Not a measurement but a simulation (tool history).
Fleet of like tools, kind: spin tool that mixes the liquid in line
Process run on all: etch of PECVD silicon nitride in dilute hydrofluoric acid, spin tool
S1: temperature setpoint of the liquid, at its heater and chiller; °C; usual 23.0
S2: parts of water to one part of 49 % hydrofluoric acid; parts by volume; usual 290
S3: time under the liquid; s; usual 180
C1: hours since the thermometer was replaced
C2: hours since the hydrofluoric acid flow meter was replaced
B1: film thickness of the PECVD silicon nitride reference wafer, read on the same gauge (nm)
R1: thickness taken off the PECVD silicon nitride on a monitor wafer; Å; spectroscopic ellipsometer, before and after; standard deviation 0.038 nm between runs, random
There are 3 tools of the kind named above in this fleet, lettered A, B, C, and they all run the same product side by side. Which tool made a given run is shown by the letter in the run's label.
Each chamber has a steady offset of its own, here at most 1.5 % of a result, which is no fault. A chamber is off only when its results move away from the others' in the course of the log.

Run 1C, hour 3.7: usual settings; C1 2033.9; C2 1120.5; B1 69.993. Result: R1 34.369 Å.
Run 2A, hour 8.4: usual settings; C1 12.2; C2 2070.6; B1 69.996. Result: R1 34.083 Å.
Run 3B, hour 11.5: usual settings; C1 897.2; C2 747.2; B1 69.991. Result: R1 33.291 Å.
Run 4A, hour 17.1: usual settings; C1 20.9; C2 2079.3; B1 70.000. Result: R1 33.758 Å.
Run 5B, hour 22.1: usual settings; C1 907.8; C2 757.8; B1 70.019. Result: R1 33.829 Å.
Run 6C, hour 28.3: usual settings; C1 2058.5; C2 1145.1; B1 69.962. Result: R1 34.137 Å.
Run 7C, hour 34.7: usual settings; C1 2064.9; C2 1151.5; B1 70.044. Result: R1 33.673 Å.
Run 8A, hour 38.7: usual settings; C1 42.5; C2 2100.9; B1 70.009. Result: R1 33.688 Å.
Run 9B, hour 45.2: usual settings but S1 19.5 °C, S2 410 parts by volume; C1 930.9; C2 780.9; B1 70.025. Result: R1 19.338 Å.
Run 10C, hour 50.8: usual settings but S1 19.5 °C, S2 410 parts by volume; C1 2081.0; C2 1167.6; B1 70.024. Result: R1 19.072 Å.
Run 11B, hour 57.3: usual settings but S1 19.5 °C, S2 410 parts by volume; C1 943.0; C2 793.0; B1 70.033. Result: R1 19.317 Å.
Run 12A, hour 60.3: usual settings; C1 64.1; C2 2122.5; B1 70.016. Result: R1 34.033 Å.
Run 13A, hour 66.6: usual settings but S2 350 parts by volume, S3 145 s; C1 70.4; C2 2128.8; B1 70.033. Result: R1 23.046 Å.
Run 14B, hour 73.3: usual settings but S2 350 parts by volume, S3 145 s; C1 959.0; C2 809.0; B1 69.982. Result: R1 22.415 Å.
Run 15C, hour 77.9: usual settings but S2 350 parts by volume, S3 145 s; C1 2108.1; C2 1194.7; B1 70.005. Result: R1 22.640 Å.
At hour 81.7: chamber A: hydrofluoric acid flow meter replaced.
Run 16B, hour 83.7: usual settings; C1 969.4; C2 819.4; B1 69.986. Result: R1 33.852 Å.
Run 17C, hour 88.5: usual settings; C1 2118.7; C2 1205.3; B1 69.997. Result: R1 33.684 Å.
Run 18A, hour 92.3: usual settings; C1 96.1; C2 10.7; B1 70.022. Result: R1 33.254 Å.
Run 19B, hour 95.9: usual settings; C1 981.6; C2 831.6; B1 70.035. Result: R1 33.353 Å.
Run 20A, hour 99.2: usual settings; C1 103.0; C2 17.6; B1 69.973. Result: R1 33.450 Å.
Run 21C, hour 103.9: usual settings; C1 2134.1; C2 1220.7; B1 69.974. Result: R1 33.987 Å.
Run 22A, hour 108.3: usual settings; C1 112.1; C2 26.7; B1 69.997. Result: R1 33.786 Å.
Run 23C, hour 111.2: usual settings but S2 170 parts by volume, S3 130 s; C1 2141.4; C2 1228.0; B1 70.081. Result: R1 41.091 Å.
Run 24B, hour 115.8: usual settings but S2 170 parts by volume, S3 130 s; C1 1001.5; C2 851.5; B1 69.982. Result: R1 41.732 Å.
Run 25A, hour 121.9: usual settings but S2 170 parts by volume, S3 130 s; C1 125.7; C2 40.3; B1 70.025. Result: R1 41.182 Å.
Run 26B, hour 125.0: usual settings but S2 220 parts by volume; C1 1010.7; C2 860.7; B1 70.034. Result: R1 44.973 Å.
Run 27C, hour 130.9: usual settings but S2 220 parts by volume; C1 2161.1; C2 1247.7; B1 69.952. Result: R1 44.133 Å.
Run 28C, hour 137.3: usual settings but S2 220 parts by volume; C1 2167.5; C2 1254.1; B1 70.006. Result: R1 44.880 Å.
Run 29A, hour 141.0: usual settings; C1 144.8; C2 59.4; B1 70.045. Result: R1 33.974 Å.
Run 30B, hour 146.1: usual settings; C1 1031.8; C2 881.8; B1 70.031. Result: R1 33.971 Å.
Run 31A, hour 150.8: usual settings; C1 154.6; C2 69.2; B1 70.031. Result: R1 33.616 Å.
Run 32C, hour 156.5: usual settings; C1 2186.7; C2 1273.3; B1 70.020. Result: R1 33.727 Å.
Run 33B, hour 162.6: usual settings; C1 1048.3; C2 898.3; B1 69.929. Result: R1 33.896 Å.
Run 34C, hour 166.4: usual settings; C1 2196.6; C2 1283.2; B1 70.022. Result: R1 33.903 Å.
Run 35A, hour 173.2: usual settings; C1 177.0; C2 91.6; B1 69.960. Result: R1 33.571 Å.
Run 36B, hour 178.2: usual settings; C1 1063.9; C2 913.9; B1 70.000. Result: R1 33.038 Å.
Run 37C, hour 182.7: usual settings but S1 19.0 °C; C1 2212.9; C2 1299.5; B1 69.971. Result: R1 26.120 Å.
Run 38A, hour 188.4: usual settings but S1 19.0 °C; C1 192.2; C2 106.8; B1 69.995. Result: R1 25.797 Å.

Does one chamber stand apart from the rest, does the shared gauge drift, or is all well apart from small per-chamber offsets? Give the chamber and the most likely cause, where there is one.

Neither any chamber nor the gauge drifts; the chambers differ only by their own small, steady offsets.
